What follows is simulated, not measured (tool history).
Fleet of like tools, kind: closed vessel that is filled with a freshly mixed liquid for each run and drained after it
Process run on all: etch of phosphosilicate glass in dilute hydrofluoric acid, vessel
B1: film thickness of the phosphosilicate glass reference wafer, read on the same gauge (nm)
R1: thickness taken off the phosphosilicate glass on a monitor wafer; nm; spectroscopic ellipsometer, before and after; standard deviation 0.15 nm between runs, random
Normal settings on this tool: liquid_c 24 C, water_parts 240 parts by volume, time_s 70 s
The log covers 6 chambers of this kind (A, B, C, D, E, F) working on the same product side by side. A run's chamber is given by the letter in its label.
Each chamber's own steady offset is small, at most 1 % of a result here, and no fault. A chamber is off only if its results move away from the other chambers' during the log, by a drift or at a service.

{"run": "1C", "day": 0.421, "liquid_c": 24, "water_parts": 240, "time_s": 70, "B1": 90.012, "R1": 18.144}
{"run": "2B", "day": 0.925, "liquid_c": 24, "water_parts": 240, "time_s": 70, "B1": 90.012, "R1": 18.029}
{"run": "3D", "day": 1.333, "liquid_c": 24, "water_parts": 240, "time_s": 70, "B1": 89.987, "R1": 17.879}
{"day": 1.404, "done": "chamber A: thermometer replaced"}
{"run": "4E", "day": 1.933, "liquid_c": 24, "water_parts": 240, "time_s": 70, "B1": 89.994, "R1": 17.798}
{"run": "5F", "day": 2.342, "liquid_c": 24, "water_parts": 240, "time_s": 70, "B1": 90.018, "R1": 17.843}
{"run": "6A", "day": 2.708, "liquid_c": 24, "water_parts": 240, "time_s": 70, "B1": 89.99, "R1": 18.372}
{"day": 3.217, "done": "chamber C: thermometer replaced"}
{"run": "7A", "day": 3.246, "liquid_c": 24, "water_parts": 240, "time_s": 70, "B1": 90.01, "R1": 17.878}
{"day": 3.367, "done": "chamber D: hydrofluoric acid flow meter replaced"}
{"run": "8F", "day": 3.725, "liquid_c": 24, "water_parts": 240, "time_s": 70, "B1": 90.01, "R1": 17.957}
{"run": "9E", "day": 4.0, "liquid_c": 24, "water_parts": 240, "time_s": 70, "B1": 90.022, "R1": 17.86}
{"run": "10D", "day": 4.458, "liquid_c": 26, "water_parts": 240, "time_s": 70, "B1": 90.016, "R1": 19.331}
{"run": "11B", "day": 5.071, "liquid_c": 26, "water_parts": 240, "time_s": 70, "B1": 89.999, "R1": 19.448}
{"run": "12C", "day": 5.7, "liquid_c": 26, "water_parts": 240, "time_s": 70, "B1": 90.001, "R1": 19.179}
{"run": "13F", "day": 6.192, "liquid_c": 26, "water_parts": 240, "time_s": 70, "B1": 90.029, "R1": 19.182}
{"day": 6.333, "done": "chamber B: thermometer replaced"}
{"run": "14D", "day": 6.729, "liquid_c": 26, "water_parts": 240, "time_s": 70, "B1": 90.011, "R1": 19.639}
{"run": "15A", "day": 7.025, "liquid_c": 26, "water_parts": 240, "time_s": 70, "B1": 89.981, "R1": 19.348}
{"run": "16C", "day": 7.646, "liquid_c": 24, "water_parts": 240, "time_s": 70, "B1": 90.002, "R1": 17.889}
{"run": "17B", "day": 8.262, "liquid_c": 24, "water_parts": 240, "time_s": 70, "B1": 89.995, "R1": 17.89}
{"run": "18E", "day": 8.575, "liquid_c": 24, "water_parts": 240, "time_s": 70, "B1": 90.005, "R1": 17.493}
{"run": "19B", "day": 9.038, "liquid_c": 24, "water_parts": 240, "time_s": 70, "B1": 89.998, "R1": 17.871}
{"run": "20F", "day": 9.425, "liquid_c": 24, "water_parts": 240, "time_s": 70, "B1": 89.982, "R1": 18.027}
{"run": "21A", "day": 9.788, "liquid_c": 24, "water_parts": 240, "time_s": 70, "B1": 89.985, "R1": 18.256}
{"run": "22C", "day": 10.346, "liquid_c": 24, "water_parts": 240, "time_s": 70, "B1": 90.014, "R1": 18.399}
{"run": "23E", "day": 10.662, "liquid_c": 24, "water_parts": 240, "time_s": 70, "B1": 89.991, "R1": 17.37}
{"run": "24D", "day": 10.979, "liquid_c": 24, "water_parts": 240, "time_s": 70, "B1": 89.988, "R1": 18.081}
{"run": "25C", "day": 11.496, "liquid_c": 24, "water_parts": 240, "time_s": 70, "B1": 89.981, "R1": 17.987}
{"run": "26B", "day": 11.85, "liquid_c": 24, "water_parts": 240, "time_s": 70, "B1": 89.99, "R1": 17.89}
{"run": "27A", "day": 12.196, "liquid_c": 24, "water_parts": 240, "time_s": 70, "B1": 90.022, "R1": 17.811}
{"run": "28E", "day": 12.517, "liquid_c": 24, "water_parts": 240, "time_s": 70, "B1": 89.995, "R1": 17.126}
{"run": "29D", "day": 12.908, "liquid_c": 24, "water_parts": 240, "time_s": 70, "B1": 90.006, "R1": 17.874}
{"run": "30F", "day": 13.217, "liquid_c": 24, "water_parts": 240, "time_s": 70, "B1": 90.027, "R1": 17.908}
{"run": "31E", "day": 13.638, "liquid_c": 24, "water_parts": 240, "time_s": 70, "B1": 90.003, "R1": 16.767}
{"day": 13.967, "done": "chamber C: hydrofluoric acid flow meter replaced"}
{"run": "32B", "day": 14.175, "liquid_c": 24, "water_parts": 240, "time_s": 70, "B1": 89.983, "R1": 17.995}
{"run": "33D", "day": 14.783, "liquid_c": 24, "water_parts": 240, "time_s": 70, "B1": 89.996, "R1": 17.953}
{"run": "34C", "day": 15.188, "liquid_c": 24, "water_parts": 240, "time_s": 70, "B1": 90.003, "R1": 17.884}
{"run": "35F", "day": 15.7, "liquid_c": 24, "water_parts": 240, "time_s": 70, "B1": 89.996, "R1": 17.802}
{"run": "36A", "day": 15.992, "liquid_c": 24, "water_parts": 240, "time_s": 70, "B1": 89.996, "R1": 18.22}
{"run": "37B", "day": 16.583, "liquid_c": 24, "water_parts": 240, "time_s": 70, "B1": 90.022, "R1": 17.92}
{"run": "38E", "day": 16.954, "liquid_c": 24, "water_parts": 240, "time_s": 70, "B1": 90.001, "R1": 16.311}
{"run": "39C", "day": 17.408, "liquid_c": 24, "water_parts": 240, "time_s": 70, "B1": 90.015, "R1": 18.037}
{"run": "40F", "day": 17.95, "liquid_c": 24, "water_parts": 240, "time_s": 70, "B1": 89.995, "R1": 17.584}
{"run": "41D", "day": 18.308, "liquid_c": 24, "water_parts": 240, "time_s": 70, "B1": 89.965, "R1": 17.927}
{"run": "42A", "day": 18.667, "liquid_c": 24, "water_parts": 240, "time_s": 70, "B1": 90.001, "R1": 17.994}

Has any chamber moved away from the others, gradually or after a service, or does the common gauge drift, or do the chambers differ only by their own small steady offsets? State the chamber and the most likely cause if one applies.

Chamber E drifts away from the others.
Cause: hydrofluoric acid flow below the setpoint (%) = 8.62.
Not necessarily distinguishable in this log from: liquid colder than its thermometer reads (K).

Which of the 4 candidates below, each the usual settings with something changed and its results left as question marks, puts chamber E back in line with what the other chambers give on the usual settings?
In line means no further than this from the other chambers' mean on the usual settings: R1 0.53 nm
{"run": "43E-1", "day": 19.112, "liquid_c": 27, "water_parts": 240, "time_s": 70, "R1": "?"}
{"run": "43E-2", "day": 19.112, "liquid_c": 24, "water_parts": 230, "time_s": 70, "R1": "?"}
{"run": "43E-3", "day": 19.112, "liquid_c": 24, "water_parts": 260, "time_s": 70, "R1": "?"}
{"run": "43E-4", "day": 19.112, "liquid_c": 22.5, "water_parts": 240, "time_s": 70, "R1": "?"}

What the other chambers average on the usual settings: R1 17.974 nm
run=43E-1 R1=17.789
run=43E-2 R1=16.891
run=43E-3 R1=14.462
run=43E-4 R1=15.167
It is 43E-1 that realigns the chamber with its peers.
